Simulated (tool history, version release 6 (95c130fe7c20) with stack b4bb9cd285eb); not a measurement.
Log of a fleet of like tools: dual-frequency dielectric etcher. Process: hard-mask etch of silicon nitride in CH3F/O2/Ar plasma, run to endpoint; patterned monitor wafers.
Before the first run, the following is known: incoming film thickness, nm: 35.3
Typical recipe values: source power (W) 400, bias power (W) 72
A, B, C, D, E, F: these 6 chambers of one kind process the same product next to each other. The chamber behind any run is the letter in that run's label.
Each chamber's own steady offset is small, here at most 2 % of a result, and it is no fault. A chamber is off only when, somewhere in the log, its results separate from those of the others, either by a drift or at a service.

| run | hour | source power (W) | bias power (W) | endpoint time (s) |
|---|---|---|---|---|
| 1C | 4.5 | 400 | 72 | 50.489 |
| 2F | 8.7 | 400 | 72 | 50.315 |
| 3A | 13.7 | 400 | 72 | 51.331 |
| 4E | 17 | 400 | 72 | 51.01 |
| 5D | 20.9 | 490 | 72 | 47.391 |
| 6B | 23.7 | 490 | 72 | 46.897 |
| 7A | 27.4 | 490 | 72 | 47.554 |
| 8C | 30.8 | 490 | 72 | 46.855 |
| 9E | 34.3 | 490 | 72 | 47.276 |
| 10B | 39.6 | 490 | 72 | 47.241 |
| 11F | 43.1 | 400 | 72 | 50.826 |
| 12D | 45.8 | 330 | 72 | 55.045 |
| 13D | 50.9 | 330 | 72 | 55.116 |
| 14B | 53.6 | 330 | 72 | 54.596 |
| 15C | 56.3 | 330 | 72 | 53.64 |
| 16E | 61.3 | 330 | 72 | 55.113 |
| 17A | 66.2 | 330 | 72 | 53.781 |
| 18F | 71.5 | 400 | 72 | 50.569 |
| 19D | 74.8 | 400 | 72 | 51.446 |
|  | 76.4 | chamber D: wet clean of the chamber |
| 20B | 79.7 | 400 | 72 | 50.539 |
| 21F | 82.2 | 450 | 72 | 48.462 |
| 22E | 84.9 | 450 | 72 | 48.815 |
| 23A | 88.2 | 450 | 72 | 47.437 |
| 24C | 93.5 | 450 | 72 | 48.497 |
| 25C | 96.2 | 450 | 72 | 47.958 |
| 26F | 98.9 | 450 | 72 | 48.279 |
| 27E | 104.1 | 400 | 72 | 51.008 |
| 28B | 109.4 | 400 | 72 | 50.71 |
| 29A | 112.5 | 400 | 72 | 49.382 |
| 30D | 116.7 | 400 | 72 | 51.146 |
| 31D | 119.9 | 400 | 82 | 48.776 |
| 32E | 125.1 | 400 | 82 | 48.869 |
|  | 128.7 | chamber F: wet clean of the chamber |
| 33A | 129.7 | 400 | 82 | 47.448 |
| 34F | 132.5 | 400 | 82 | 48.675 |
| 35B | 136 | 400 | 82 | 48.764 |
| 36C | 140.2 | 400 | 82 | 47.93 |

Read the log: is a single chamber off, either drifting away or since a service, is the gauge that measures every chamber drifting, or is nothing wrong beyond small per-chamber offsets? Name any odd chamber and what most likely caused it.

Chamber A drifts away from the others.
Cause: etch rate over this chamber's usual, % = 5.08.

Which of the 4 candidates below, each the usual settings with something changed and its results left as question marks, puts chamber A back in line with what the other chambers give on the usual settings?
Counts as in line when no further than this from what the other chambers average on the usual settings: endpoint time (s) 0.81
| 37A-1 | 144.1 | 380 | 68 | ? |
| 37A-2 | 144.1 | 420 | 76 | ? |
| 37A-3 | 144.1 | 450 | 80 | ? |
| 37A-4 | 144.1 | 400 | 56 | ? |

The other chambers' mean on the usual settings: endpoint time (s) 50.814
| run | endpoint time (s) |
|---|---|
| 37A-1 | 50.866 |
| 37A-2 | 47.129 |
| 37A-3 | 45.101 |
| 37A-4 | 53.195 |
37A-1 puts the chamber back in line with the other chambers.

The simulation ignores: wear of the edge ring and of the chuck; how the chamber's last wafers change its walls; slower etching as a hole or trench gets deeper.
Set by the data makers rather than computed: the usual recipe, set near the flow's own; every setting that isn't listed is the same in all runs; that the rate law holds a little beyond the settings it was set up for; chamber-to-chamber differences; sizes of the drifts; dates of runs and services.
